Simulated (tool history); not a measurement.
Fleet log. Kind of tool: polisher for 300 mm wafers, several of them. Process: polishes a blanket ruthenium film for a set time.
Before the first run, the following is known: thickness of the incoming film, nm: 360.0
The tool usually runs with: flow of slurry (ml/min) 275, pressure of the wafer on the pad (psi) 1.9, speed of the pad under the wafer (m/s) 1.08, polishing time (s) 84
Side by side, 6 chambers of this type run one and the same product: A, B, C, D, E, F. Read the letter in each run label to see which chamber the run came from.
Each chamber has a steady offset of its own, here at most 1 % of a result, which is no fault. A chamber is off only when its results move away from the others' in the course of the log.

run	hour	flow of slurry (ml/min)	pressure of the wafer on the pad (psi)	speed of the pad under the wafer (m/s)	polishing time (s)	wafers polished on this pad	hours since the slurry nozzle was cleaned	hours since the head pressure was calibrated	film removed (nm)
1B	6.9	275	1.9	1.08	84	1326	199.8	822.8	99.118
# hour 9.6: chamber B: worn pad replaced by a new one
2D	14.4	275	1.9	1.08	84	415	132.5	1319.9	98.366
3A	25.7	275	1.9	1.08	84	1416	133.9	831.0	99.452
4E	34.1	275	1.9	1.08	84	269	366.2	621.3	98.965
# hour 38.3: chamber E: slurry nozzle cleaned
# hour 44.7: chamber F: worn pad replaced by a new one
5C	46.3	275	1.9	1.08	84	590	212.7	289.9	98.285
# hour 46.5: chamber C: worn pad replaced by a new one
# hour 50.4: chamber A: worn pad replaced by a new one
6F	57.9	275	1.9	1.08	84	100	138.6	904.1	98.566
7E	68.6	275	1.9	1.08	84	531	30.4	655.8	99.426
8D	80.3	275	1.9	1.08	84	915	198.4	1385.8	100.550
# hour 82.9: chamber D: slurry nozzle cleaned
9B	95.5	275	1.9	1.08	84	651	288.4	911.4	99.933
# hour 97.8: chamber E: worn pad replaced by a new one
# hour 98.2: chamber F: head pressure recalibrated
10F	106.3	275	1.9	1.08	84	467	187.0	8.1	96.591
# hour 106.9: chamber D: worn pad replaced by a new one
11C	120.1	275	1.9	1.08	84	557	286.5	363.7	100.100
12A	132.6	275	1.9	1.08	84	622	240.8	937.9	96.569
# hour 145.7: chamber C: worn pad replaced by a new one
# hour 146.8: chamber B: head pressure recalibrated
13A	147.3	275	1.9	1.08	84	734	255.5	952.6	98.143
# hour 150.4: chamber F: worn pad replaced by a new one
14B	154.9	275	1.9	1.08	84	1101	347.8	8.2	99.502
15C	169.3	220	1.9	1.08	67	179	335.7	412.9	77.326
# hour 173.1: chamber A: slurry nozzle cleaned
# hour 181.2: chamber B: worn pad replaced by a new one
# hour 181.7: chamber E: worn pad replaced by a new one
16F	184.4	220	1.9	1.08	67	257	265.1	86.2	77.229
17D	191.7	220	1.9	1.08	67	642	108.9	1497.2	78.783
18E	199.2	220	1.9	1.08	67	132	161.0	786.4	76.709
19D	207.5	220	1.9	1.08	67	762	124.7	1513.0	78.704
20C	223.0	220	1.9	1.08	67	586	389.4	466.6	75.822
# hour 226.0: chamber A: worn pad replaced by a new one
21A	229.8	275	1.9	1.08	84	29	56.7	1035.1	99.703
# hour 230.8: chamber A: head pressure recalibrated
# hour 232.7: chamber C: worn pad replaced by a new one
22E	242.2	275	1.9	1.08	84	458	204.0	829.4	97.557
23B	250.6	360	1.9	1.08	104	526	443.5	103.9	124.610
24F	261.9	360	1.9	1.08	104	845	342.6	163.7	121.760
# hour 265.8: chamber D: worn pad replaced by a new one
25C	273.8	360	1.9	1.08	104	311	440.2	517.4	128.260
# hour 276.5: chamber C: head pressure recalibrated
# hour 278.3: chamber E: worn pad replaced by a new one
# hour 278.8: chamber D: slurry nozzle cleaned
# hour 286.7: chamber F: worn pad replaced by a new one
26F	287.4	360	1.9	1.08	104	5	368.1	189.2	125.810
27B	300.3	360	1.9	1.08	104	902	493.2	153.6	122.520
# hour 312.5: chamber D: head pressure recalibrated
28E	314.9	360	1.9	1.08	104	277	276.7	902.1	125.480
# hour 318.4: chamber C: worn pad replaced by a new one
29A	327.0	275	1.9	1.08	84	766	153.9	96.2	96.703
30D	333.9	195	1.9	1.08	84	516	55.2	21.4	95.285
# hour 341.1: chamber B: slurry nozzle cleaned
31F	343.6	195	1.9	1.08	84	431	424.3	245.4	94.594
32E	358.9	195	1.9	1.08	84	611	320.7	946.1	94.261
33A	366.4	195	1.9	1.08	84	1064	193.3	135.6	94.207
# hour 369.1: chamber E: worn pad replaced by a new one
# hour 373.3: chamber B: worn pad replaced by a new one
34C	374.6	195	1.9	1.08	84	426	541.0	98.2	93.945
35D	384.6	195	1.9	1.08	84	900	105.9	72.1	98.278
# hour 386.2: chamber A: worn pad replaced by a new one
36B	393.7	275	1.9	1.08	84	155	52.6	247.0	98.763
# hour 400.0: chamber F: worn pad replaced by a new one
37B	407.2	275	1.9	1.08	84	257	66.1	260.5	97.947
# hour 418.7: chamber E: slurry nozzle cleaned
38F	420.8	305	1.9	1.44	84	157	501.5	322.6	132.990
39E	427.9	305	1.9	1.44	84	445	9.2	1015.1	134.660
40A	438.1	305	1.9	1.44	84	394	265.0	207.3	132.870

Each of the 6 chambers runs these same settings next. Fill in every chamber's results:
41A	449.4	195	1.9	1.08	84				?
41B	449.4	195	1.9	1.08	84				?
41C	449.4	195	1.9	1.08	84				?
41D	449.4	195	1.9	1.08	84				?
41E	449.4	195	1.9	1.08	84				?
41F	449.4	195	1.9	1.08	84				?

run	film removed (nm)
41A	97.615
41B	93.792
41C	94.968
41D	94.936
41E	94.356
41F	94.592
